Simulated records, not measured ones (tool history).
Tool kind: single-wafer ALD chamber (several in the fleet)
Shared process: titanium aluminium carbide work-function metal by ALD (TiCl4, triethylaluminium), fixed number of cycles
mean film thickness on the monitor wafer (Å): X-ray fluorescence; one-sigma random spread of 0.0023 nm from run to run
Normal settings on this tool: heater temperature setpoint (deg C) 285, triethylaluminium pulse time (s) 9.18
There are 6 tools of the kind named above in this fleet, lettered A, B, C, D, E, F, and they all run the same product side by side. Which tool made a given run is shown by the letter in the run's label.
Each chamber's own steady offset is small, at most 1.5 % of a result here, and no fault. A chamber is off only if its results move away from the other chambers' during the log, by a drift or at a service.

| run | day | heater temperature setpoint (deg C) | triethylaluminium pulse time (s) | read-back reference wafer on the same gauge, thickness_nm | mean film thickness on the monitor wafer (Å) |
|---|---|---|---|---|---|
| 1D | 0.275 | 285 | 9.18 | 1.6093 | 18.590 |
|  | 0.367 | chamber C: thermocouple changed; heater temperature recalibrated |
| 2C | 0.675 | 285 | 9.18 | 1.6097 | 18.523 |
| 3B | 1.117 | 285 | 9.18 | 1.6098 | 18.436 |
| 4A | 1.617 | 285 | 9.18 | 1.6092 | 18.476 |
| 5F | 2.004 | 285 | 9.18 | 1.6092 | 18.593 |
| 6E | 2.458 | 285 | 9.18 | 1.6088 | 18.696 |
| 7B | 2.950 | 285 | 9.18 | 1.6088 | 18.433 |
| 8F | 3.338 | 285 | 9.18 | 1.6083 | 18.613 |
| 9D | 3.612 | 285 | 9.18 | 1.6087 | 18.590 |
| 10A | 3.992 | 275 | 9.18 | 1.6080 | 17.579 |
| 11C | 4.396 | 275 | 9.18 | 1.6083 | 17.647 |
| 12E | 4.925 | 275 | 9.18 | 1.6074 | 17.802 |
| 13B | 5.212 | 275 | 9.18 | 1.6075 | 17.604 |
| 14C | 5.538 | 275 | 9.18 | 1.6072 | 17.668 |
| 15A | 5.862 | 275 | 9.18 | 1.6072 | 17.582 |
|  | 5.896 | chamber B: thermocouple changed; heater temperature recalibrated |
|  | 6.117 | chamber E: thermocouple changed; heater temperature recalibrated |
| 16F | 6.371 | 285 | 9.18 | 1.6068 | 18.560 |
| 17E | 6.833 | 285 | 9.18 | 1.6066 | 18.638 |
| 18D | 7.350 | 285 | 9.18 | 1.6062 | 18.538 |
| 19D | 7.617 | 285 | 9.18 | 1.6062 | 18.534 |
| 20B | 7.958 | 285 | 9.18 | 1.6064 | 18.346 |
| 21E | 8.371 | 285 | 9.18 | 1.6052 | 18.633 |
| 22A | 8.617 | 285 | 9.18 | 1.6056 | 18.415 |
| 23C | 8.971 | 298 | 9.18 | 1.6055 | 19.636 |
| 24F | 9.483 | 298 | 9.18 | 1.6049 | 19.686 |
| 25B | 9.904 | 298 | 9.18 | 1.6053 | 19.434 |
| 26D | 10.183 | 298 | 9.18 | 1.6054 | 19.619 |
| 27F | 10.579 | 298 | 9.18 | 1.6047 | 19.662 |
|  | 10.917 | chamber F: triethylaluminium bottle replaced |
| 28C | 10.942 | 298 | 9.18 | 1.6045 | 19.581 |
| 29E | 11.454 | 280 | 9.18 | 1.6044 | 18.214 |
| 30A | 11.829 | 280 | 9.18 | 1.6040 | 18.005 |
| 31F | 12.075 | 280 | 9.18 | 1.6041 | 18.153 |
| 32B | 12.396 | 280 | 9.18 | 1.6040 | 17.918 |
| 33D | 12.808 | 280 | 9.18 | 1.6037 | 18.105 |
| 34A | 13.254 | 280 | 9.18 | 1.6038 | 17.967 |
| 35C | 13.717 | 285 | 9.18 | 1.6035 | 18.452 |
| 36E | 13.979 | 295 | 7.32 | 1.6033 | 18.676 |
| 37B | 14.350 | 295 | 7.32 | 1.6029 | 18.435 |
| 38F | 14.792 | 295 | 7.32 | 1.6030 | 18.590 |
| 39D | 15.129 | 295 | 7.32 | 1.6030 | 18.563 |
| 40A | 15.604 | 295 | 7.32 | 1.6020 | 18.456 |
| 41C | 16.029 | 295 | 7.32 | 1.6025 | 18.571 |
| 42E | 16.358 | 285 | 9.18 | 1.6017 | 18.613 |

Decide between three cases: one chamber stands off from its peers, the gauge reading all wafers drifts, or nothing is wrong past each chamber's small offset. Where a chamber is off, say which and what most likely put it there.

The shared gauge is drifting. All chambers look as if they move in step, but none is off.
What lies behind it: gauge reads low (%) = 0.51.
